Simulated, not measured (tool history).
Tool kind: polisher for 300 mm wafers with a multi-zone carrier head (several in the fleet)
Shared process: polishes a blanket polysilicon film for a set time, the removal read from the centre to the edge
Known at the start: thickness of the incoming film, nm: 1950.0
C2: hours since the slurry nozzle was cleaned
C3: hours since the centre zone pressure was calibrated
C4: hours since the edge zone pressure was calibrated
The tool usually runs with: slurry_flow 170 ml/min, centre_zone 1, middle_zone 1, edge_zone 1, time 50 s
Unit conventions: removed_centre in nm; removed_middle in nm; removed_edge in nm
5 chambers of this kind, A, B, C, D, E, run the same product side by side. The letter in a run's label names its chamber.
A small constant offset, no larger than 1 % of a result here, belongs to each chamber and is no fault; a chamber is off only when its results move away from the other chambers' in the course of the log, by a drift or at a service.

At hour 1.2: chamber C: worn pad replaced by a new one.
Run 1E, hour 3.9: usual settings; wafers polished on this pad 393; C2 116.5; C3 112.6; C4 332.9. Result: removed_centre 368.49 nm, removed_middle 371.46 nm, removed_edge 368.81 nm.
Run 2B, hour 9.5: usual settings; wafers polished on this pad 167; C2 702.2; C3 135.4; C4 1000.7. Result: removed_centre 363.77 nm, removed_middle 369.18 nm, removed_edge 366.2 nm.
Run 3D, hour 13.9: usual settings; wafers polished on this pad 739; C2 33.6; C3 100.3; C4 773.2. Result: removed_centre 374.87 nm, removed_middle 361.89 nm, removed_edge 366.02 nm.
At hour 15.3: chamber B: slurry nozzle cleaned.
Run 4C, hour 17: usual settings; wafers polished on this pad 208; C2 378.5; C3 200.5; C4 732.1. Result: removed_centre 374.33 nm, removed_middle 366.31 nm, removed_edge 364.82 nm.
At hour 18.2: chamber E: worn pad replaced by a new one.
At hour 18.8: chamber A: worn pad replaced by a new one.
Run 5A, hour 21.7: usual settings; wafers polished on this pad 39; C2 130.7; C3 583.5; C4 513.4. Result: removed_centre 372.27 nm, removed_middle 364.14 nm, removed_edge 362.5 nm.
Run 6B, hour 24.7: usual settings; wafers polished on this pad 367; C2 9.5; C3 150.6; C4 1015.9. Result: removed_centre 366.26 nm, removed_middle 370.32 nm, removed_edge 366.67 nm.
At hour 27.2: chamber D: worn pad replaced by a new one.
Run 7D, hour 27.3: usual settings; wafers polished on this pad 1; C2 47; C3 113.7; C4 786.6. Result: removed_centre 363.72 nm, removed_middle 369.48 nm, removed_edge 363.63 nm.
Run 8A, hour 31.4: usual settings; wafers polished on this pad 166; C2 140.4; C3 593.2; C4 523.1. Result: removed_centre 379.34 nm, removed_middle 373.61 nm, removed_edge 365.14 nm.
Run 9E, hour 34.4: usual settings; wafers polished on this pad 213; C2 147; C3 143.1; C4 363.4. Result: removed_centre 364 nm, removed_middle 371.63 nm, removed_edge 367.16 nm.
Run 10C, hour 39.8: usual settings; wafers polished on this pad 507; C2 401.3; C3 223.3; C4 754.9. Result: removed_centre 374.45 nm, removed_middle 369.61 nm, removed_edge 367.38 nm.
At hour 44.1: chamber A: edge zone pressure recalibrated.
Run 11A, hour 44.7: usual settings but slurry_flow 120 ml/min, edge_zone 1.06; wafers polished on this pad 341; C2 153.7; C3 606.5; C4 0.6. Result: removed_centre 337.34 nm, removed_middle 339.8 nm, removed_edge 357.59 nm.
Run 12D, hour 48.7: usual settings but slurry_flow 120 ml/min, edge_zone 1.06; wafers polished on this pad 282; C2 68.4; C3 135.1; C4 808. Result: removed_centre 336.53 nm, removed_middle 343.51 nm, removed_edge 355.36 nm.
Run 13E, hour 53.1: usual settings but slurry_flow 120 ml/min, edge_zone 1.06; wafers polished on this pad 459; C2 165.7; C3 161.8; C4 382.1. Result: removed_centre 335.67 nm, removed_middle 337.93 nm, removed_edge 361.9 nm.
Run 14B, hour 57.3: usual settings but slurry_flow 120 ml/min, edge_zone 1.06; wafers polished on this pad 795; C2 42.1; C3 183.2; C4 1048.5. Result: removed_centre 345.16 nm, removed_middle 343.82 nm, removed_edge 363.48 nm.
At hour 58.7: chamber E: worn pad replaced by a new one.
Run 15C, hour 60.8: usual settings but slurry_flow 120 ml/min, edge_zone 1.06; wafers polished on this pad 783; C2 422.3; C3 244.3; C4 775.9. Result: removed_centre 337.99 nm, removed_middle 342.54 nm, removed_edge 358.73 nm.
Run 16A, hour 65.9: usual settings; wafers polished on this pad 619; C2 174.9; C3 627.7; C4 21.8. Result: removed_centre 366.6 nm, removed_middle 361.7 nm, removed_edge 358.93 nm.
Run 17B, hour 68.8: usual settings but middle_zone 0.96, time 64 s; wafers polished on this pad 946; C2 53.6; C3 194.7; C4 1060. Result: removed_centre 466.4 nm, removed_middle 452.67 nm, removed_edge 469.84 nm.
Run 18E, hour 72.6: usual settings but middle_zone 0.96, time 64 s; wafers polished on this pad 183; C2 185.2; C3 181.3; C4 401.6. Result: removed_centre 468.61 nm, removed_middle 453.85 nm, removed_edge 471.4 nm.
Run 19D, hour 75.9: usual settings but middle_zone 0.96, time 64 s; wafers polished on this pad 639; C2 95.6; C3 162.3; C4 835.2. Result: removed_centre 464.05 nm, removed_middle 456.77 nm, removed_edge 468.57 nm.
At hour 77.6: chamber A: worn pad replaced by a new one.
At hour 78: chamber C: worn pad replaced by a new one.
Run 20C, hour 79: usual settings but middle_zone 0.96, time 64 s; wafers polished on this pad 14; C2 440.5; C3 262.5; C4 794.1. Result: removed_centre 476.85 nm, removed_middle 459.24 nm, removed_edge 466.99 nm.
At hour 82.1: chamber C: edge zone pressure recalibrated.
Run 21E, hour 82.8: usual settings but middle_zone 0.96, time 64 s; wafers polished on this pad 317; C2 195.4; C3 191.5; C4 411.8. Result: removed_centre 475.44 nm, removed_middle 449.42 nm, removed_edge 472.51 nm.
Run 22D, hour 86: usual settings; wafers polished on this pad 772; C2 105.7; C3 172.4; C4 845.3. Result: removed_centre 367.52 nm, removed_middle 365.47 nm, removed_edge 368.35 nm.
Run 23A, hour 90.3: usual settings; wafers polished on this pad 167; C2 199.3; C3 652.1; C4 46.2. Result: removed_centre 371.74 nm, removed_middle 367.09 nm, removed_edge 358.05 nm.
At hour 94.8: chamber B: worn pad replaced by a new one.
Run 24C, hour 95.9: usual settings; wafers polished on this pad 236; C2 457.4; C3 279.4; C4 13.8. Result: removed_centre 373.66 nm, removed_middle 367.59 nm, removed_edge 363.01 nm.
At hour 96.8: chamber E: worn pad replaced by a new one.
Run 25B, hour 99.1: usual settings; wafers polished on this pad 56; C2 83.9; C3 225; C4 1090.3. Result: removed_centre 371.52 nm, removed_middle 370.6 nm, removed_edge 369.83 nm.
Run 26C, hour 104.9: usual settings; wafers polished on this pad 354; C2 466.4; C3 288.4; C4 22.8. Result: removed_centre 382.18 nm, removed_middle 366.94 nm, removed_edge 363.08 nm.
Run 27D, hour 108.8: usual settings; wafers polished on this pad 1071; C2 128.5; C3 195.2; C4 868.1. Result: removed_centre 361.08 nm, removed_middle 361.17 nm, removed_edge 367.59 nm.
At hour 111.9: chamber D: worn pad replaced by a new one.
Run 28E, hour 112.4: usual settings; wafers polished on this pad 205; C2 225; C3 221.1; C4 441.4. Result: removed_centre 366.16 nm, removed_middle 364.47 nm, removed_edge 364.78 nm.
Run 29A, hour 115: usual settings; wafers polished on this pad 491; C2 224; C3 676.8; C4 70.9. Result: removed_centre 366.25 nm, removed_middle 360.36 nm, removed_edge 365.97 nm.
At hour 115.4: chamber A: centre zone pressure recalibrated.
Run 30B, hour 119.4: usual settings but time 63 s; wafers polished on this pad 322; C2 104.2; C3 245.3; C4 1110.6. Result: removed_centre 472.29 nm, removed_middle 470.03 nm, removed_edge 467.62 nm.
Run 31A, hour 123.9: usual settings but time 63 s; wafers polished on this pad 608; C2 232.9; C3 8.5; C4 79.8. Result: removed_centre 452 nm, removed_middle 463.57 nm, removed_edge 461.13 nm.
At hour 126.6: chamber A: worn pad replaced by a new one.
Run 32B, hour 128.2: usual settings but time 63 s; wafers polished on this pad 438; C2 113; C3 254.1; C4 1119.4. Result: removed_centre 461.56 nm, removed_middle 461.37 nm, removed_edge 469.39 nm.
Run 33E, hour 132.6: usual settings but time 63 s; wafers polished on this pad 470; C2 245.2; C3 241.3; C4 461.6. Result: removed_centre 465.76 nm, removed_middle 459.84 nm, removed_edge 464.71 nm.
Run 34D, hour 135.2: usual settings but time 63 s; wafers polished on this pad 306; C2 154.9; C3 221.6; C4 894.5. Result: removed_centre 464.83 nm, removed_middle 461.2 nm, removed_edge 458.04 nm.
At hour 136.8: chamber E: worn pad replaced by a new one.
At hour 137: chamber B: edge zone pressure recalibrated.
Run 35C, hour 140.3: usual settings; wafers polished on this pad 818; C2 501.8; C3 323.8; C4 58.2. Result: removed_centre 360.36 nm, removed_middle 374.3 nm, removed_edge 365.3 nm.
Run 36D, hour 144.3: usual settings; wafers polished on this pad 425; C2 164; C3 230.7; C4 903.6. Result: removed_centre 369.24 nm, removed_middle 364.16 nm, removed_edge 364.72 nm.
Run 37E, hour 150.1: usual settings but slurry_flow 195 ml/min, centre_zone 0.89; wafers polished on this pad 174; C2 262.7; C3 258.8; C4 479.1. Result: removed_centre 321.13 nm, removed_middle 374.88 nm, removed_edge 374.47 nm.
Run 38B, hour 154.7: usual settings but slurry_flow 195 ml/min, centre_zone 0.89; wafers polished on this pad 786; C2 139.5; C3 280.6; C4 17.7. Result: removed_centre 329.89 nm, removed_middle 375.31 nm, removed_edge 374.39 nm.
Run 39A, hour 157.8: usual settings but slurry_flow 195 ml/min, centre_zone 0.89; wafers polished on this pad 410; C2 266.8; C3 42.4; C4 113.7. Result: removed_centre 331.31 nm, removed_middle 373.88 nm, removed_edge 371.13 nm.
Run 40C, hour 162.2: usual settings but slurry_flow 195 ml/min, centre_zone 0.89; wafers polished on this pad 1106; C2 523.7; C3 345.7; C4 80.1. Result: removed_centre 336.27 nm, removed_middle 374.09 nm, removed_edge 374.24 nm.
At hour 164.1: chamber C: worn pad replaced by a new one.
Run 41B, hour 167.9: usual settings but slurry_flow 195 ml/min, centre_zone 0.89; wafers polished on this pad 959; C2 152.7; C3 293.8; C4 30.9. Result: removed_centre 332.85 nm, removed_middle 377.56 nm, removed_edge 374.15 nm.
Run 42C, hour 172.1: usual settings; wafers polished on this pad 105; C2 533.6; C3 355.6; C4 90. Result: removed_centre 369.63 nm, removed_middle 369 nm, removed_edge 363.17 nm.
Run 43D, hour 176.9: usual settings; wafers polished on this pad 853; C2 196.6; C3 263.3; C4 936.2. Result: removed_centre 354.24 nm, removed_middle 369.23 nm, removed_edge 365.23 nm.

Which is it: a chamber that has drifted or been left off by a service, a gauge drift common to all chambers, or only each chamber's usual small offset? If a chamber is off, name it and its likeliest cause.

Neither any chamber nor the gauge drifts; the chambers differ only by their own small, steady offsets.
